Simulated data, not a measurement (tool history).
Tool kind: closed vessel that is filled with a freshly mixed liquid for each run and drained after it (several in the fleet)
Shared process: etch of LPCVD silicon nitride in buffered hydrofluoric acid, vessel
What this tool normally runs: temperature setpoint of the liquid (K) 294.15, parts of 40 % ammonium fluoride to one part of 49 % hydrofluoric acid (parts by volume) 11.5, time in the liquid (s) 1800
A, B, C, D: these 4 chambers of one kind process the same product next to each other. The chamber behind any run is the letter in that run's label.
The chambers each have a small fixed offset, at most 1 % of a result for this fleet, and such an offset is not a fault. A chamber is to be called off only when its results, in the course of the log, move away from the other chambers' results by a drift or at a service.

run	hour	temperature setpoint of the liquid (K)	parts of 40 % ammonium fluoride to one part of 49 % hydrofluoric acid (parts by volume)	time in the liquid (s)	read-back film thickness of the LPCVD silicon nitride reference wafer, read on the same gauge (nm)	thickness taken off the LPCVD silicon nitride on a monitor wafer (Å)
1D	2.9	294.15	11.5	1800	150.03	166.99
2B	8.5	294.15	11.5	1800	150.01	162.37
3C	12.1	294.15	11.5	1800	149.99	165.61
4A	16.7	294.15	11.5	1800	149.99	165.52
5A	20.4	294.15	11.5	1800	150.03	165.28
6C	25.5	294.15	11.5	1800	149.97	164.52
7D	29.7	294.15	11.5	1800	150	165.88
8B	32.2	294.15	15	1080	150	75.599
9A	37.1	294.15	15	1080	150.03	76.945
10D	41	294.15	15	1080	149.99	75.413
11C	46.1	294.15	15	1080	150.01	75.978
12B	48.8	294.15	11.5	1800	149.99	163.96
13A	53	294.15	11.5	1800	150.01	166.05
14C	57.7	294.15	11.5	1800	149.98	165.29
15D	61	294.15	11.5	1800	149.97	161
16B	64.1	294.15	11.5	1800	150	164.14
17D	69.2	294.15	11.5	1800	150.02	161.7
18C	74.4	292.65	10	1800	150	174.37
19A	77.3	292.65	10	1800	149.98	175.01
20B	80.8	292.65	10	1800	150.02	171.32
21A	84.4	292.65	10	1800	150.03	175.64
22C	89.1	292.15	9.5	1800	150.01	175.02
23D	94.4	292.15	9.5	1800	150.02	168.06
24B	98.1	292.15	9.5	1800	150.03	173.98
25B	101.1	292.15	9.5	1800	150.01	175.64
26A	105.3	294.15	11.5	875	150	80.62
27C	110.5	294.15	11.5	875	150	80.154
28D	116	294.15	11.5	875	150	76.272
29A	120.1	294.15	11.5	875	149.96	80.143

Is one chamber out of step, is the gauge drifting, or do the chambers differ by no more than their own small offsets? For an off chamber, give its letter and the likeliest cause.

One chamber, D, drifts off from the rest bit by bit.
What lies behind it: liquid colder than its thermometer reads (K) = 1.08.
The log might look much the same if the cause were instead: hydrofluoric acid flow below the setpoint (%).

Which of the 4 candidates below, each the usual settings with something changed and its results left as question marks, puts chamber D back in line with what the other chambers give on the usual settings?
To be in line, a result may differ from the other chambers' mean on the usual settings by at most: thickness taken off the LPCVD silicon nitride on a monitor wafer (Å) 3
30D-1	124.1	295.15	11.5	1800		?
30D-2	124.1	294.15	11.5	1710		?
30D-3	124.1	294.15	11.5	1830		?
30D-4	124.1	293.65	11.5	1800		?

The mean the other chambers reach with the usual settings: thickness taken off the LPCVD silicon nitride on a monitor wafer (Å) 164.7
run	thickness taken off the LPCVD silicon nitride on a monitor wafer (Å)
30D-1	164.97
30D-2	148.29
30D-3	158.7
30D-4	151.78
The answer is 30D-1, which returns the chamber to within the allowed miss of the others.

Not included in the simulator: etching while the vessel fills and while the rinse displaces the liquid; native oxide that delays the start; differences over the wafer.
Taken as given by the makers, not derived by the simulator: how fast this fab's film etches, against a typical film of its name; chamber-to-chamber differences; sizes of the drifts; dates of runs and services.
